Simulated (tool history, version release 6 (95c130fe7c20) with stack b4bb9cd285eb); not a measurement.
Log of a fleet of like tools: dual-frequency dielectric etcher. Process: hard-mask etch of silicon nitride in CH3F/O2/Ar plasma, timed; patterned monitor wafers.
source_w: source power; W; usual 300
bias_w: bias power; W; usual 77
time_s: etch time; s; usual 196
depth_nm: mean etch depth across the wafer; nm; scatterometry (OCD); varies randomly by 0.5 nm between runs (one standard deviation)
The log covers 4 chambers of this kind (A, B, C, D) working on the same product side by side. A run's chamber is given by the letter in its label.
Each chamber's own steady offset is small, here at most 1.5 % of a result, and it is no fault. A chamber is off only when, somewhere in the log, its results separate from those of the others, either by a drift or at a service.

| run | hour | source_w | bias_w | time_s | hours since the last wet clean | hours since the last source power generator calibration | hours since the last bias power generator calibration | read-back reference wafer on the same gauge, depth_nm | depth_nm |
|---|---|---|---|---|---|---|---|---|---|
| 1A | 6.9 | 300 | 77 | 196 | 197.8 | 3419.5 | 3753.3 | 138.87 | 127.22 |
| 2D | 13.9 | 300 | 77 | 196 | 309.3 | 647.7 | 965.1 | 138.91 | 125.87 |
| 3C | 17.9 | 300 | 77 | 196 | 195.7 | 496.8 | 505.4 | 139.05 | 124.84 |
| 4B | 24 | 300 | 77 | 196 | 545.1 | 2858.4 | 1520.9 | 138.82 | 126.12 |
| 5D | 28.7 | 300 | 77 | 196 | 324.1 | 662.5 | 979.9 | 139.02 | 125.8 |
| 6B | 34.1 | 300 | 90 | 215 | 555.2 | 2868.5 | 1531 | 138.95 | 145.86 |
| 7C | 39.6 | 300 | 90 | 215 | 217.4 | 518.5 | 527.1 | 139.02 | 145.8 |
| 8A | 47.7 | 300 | 90 | 215 | 238.6 | 3460.3 | 3794.1 | 138.91 | 148.29 |
| 9A | 53.6 | 300 | 90 | 215 | 244.5 | 3466.2 | 3800 | 138.93 | 149.04 |
| 10D | 60.8 | 300 | 77 | 196 | 356.2 | 694.6 | 1012 | 139.04 | 125.58 |
|  | 60.9 | chamber B: wet clean of the chamber |
|  | 63.7 | chamber B: source power generator calibrated |
| 11B | 66.3 | 300 | 77 | 196 | 5.4 | 2.7 | 1563.2 | 139.07 | 122.74 |
| 12C | 72.9 | 300 | 77 | 196 | 250.7 | 551.8 | 560.4 | 139.03 | 125 |
| 13D | 78.8 | 300 | 77 | 196 | 374.2 | 712.6 | 1030 | 139.01 | 126.22 |
| 14B | 86.6 | 300 | 77 | 196 | 25.7 | 23 | 1583.5 | 138.97 | 121.49 |
| 15C | 94.4 | 300 | 77 | 196 | 272.2 | 573.3 | 581.9 | 138.89 | 124.9 |
| 16A | 101.8 | 300 | 77 | 196 | 292.7 | 3514.4 | 3848.2 | 138.97 | 128.51 |
| 17C | 107.8 | 300 | 77 | 196 | 285.6 | 586.7 | 595.3 | 139.07 | 124.72 |
| 18B | 113 | 300 | 77 | 196 | 52.1 | 49.4 | 1609.9 | 138.99 | 122.44 |
| 19D | 118.8 | 360 | 64 | 196 | 414.2 | 752.6 | 1070 | 138.9 | 126.52 |
| 20A | 124.4 | 360 | 64 | 196 | 315.3 | 3537 | 3870.8 | 138.98 | 127.85 |
|  | 127.4 | chamber D: wet clean of the chamber |
| 21D | 128.2 | 360 | 64 | 196 | 0.9 | 762 | 1079.4 | 138.96 | 126.5 |
| 22B | 134.5 | 360 | 64 | 196 | 73.6 | 70.9 | 1631.4 | 138.97 | 123.16 |
| 23C | 140.2 | 300 | 77 | 196 | 318 | 619.1 | 627.7 | 138.94 | 124.92 |
| 24A | 144.6 | 300 | 77 | 196 | 335.5 | 3557.2 | 3891 | 139.01 | 127.74 |
| 25B | 148.6 | 300 | 77 | 196 | 87.7 | 85 | 1645.5 | 138.88 | 122.61 |
| 26C | 152.2 | 300 | 77 | 196 | 330 | 631.1 | 639.7 | 138.84 | 123.8 |
| 27A | 156 | 300 | 83 | 234 | 346.9 | 3568.6 | 3902.4 | 138.84 | 158.32 |
| 28D | 160.9 | 300 | 83 | 234 | 33.6 | 794.7 | 1112.1 | 138.93 | 154.83 |
| 29C | 167.3 | 300 | 83 | 234 | 345.1 | 646.2 | 654.8 | 139.18 | 153.18 |
| 30B | 173.3 | 300 | 83 | 234 | 112.4 | 109.7 | 1670.2 | 139.07 | 150.82 |
| 31D | 180.6 | 300 | 77 | 196 | 53.3 | 814.4 | 1131.8 | 138.93 | 125.29 |
| 32A | 187.4 | 300 | 77 | 196 | 378.3 | 3600 | 3933.8 | 139.02 | 128.16 |
| 33B | 195 | 300 | 77 | 196 | 134.1 | 131.4 | 1691.9 | 139.11 | 122.61 |

Which is it: a chamber that has drifted or been left off by a service, a gauge drift common to all chambers, or only each chamber's usual small offset? If a chamber is off, name it and its likeliest cause.

A service on chamber B put it out of line with the rest.
Most likely cause: etch rate under this chamber's usual, % = 2.73.

Chamber B could run next with any of the 4 candidate recipes listed below; each alters the usual settings, and their results appear as question marks. Which one brings its results back in line with what the other chambers deliver on the usual settings?
In line means no further than this from the other chambers' mean on the usual settings: depth_nm 1.8 nm
| 34B-1 | 200.8 | 330 | 82 | 196 |  |  |  |  | ? |
| 34B-2 | 200.8 | 300 | 77 | 202 |  |  |  |  | ? |
| 34B-3 | 200.8 | 300 | 77 | 190 |  |  |  |  | ? |
| 34B-4 | 200.8 | 300 | 77 | 185 |  |  |  |  | ? |

Other chambers, usual settings, mean: depth_nm 126.14 nm
| run | depth_nm |
|---|---|
| 34B-1 | 129.28 |
| 34B-2 | 125.69 |
| 34B-3 | 118.22 |
| 34B-4 | 115.11 |
34B-2 is the one that brings the chamber's results back in line with the other chambers.
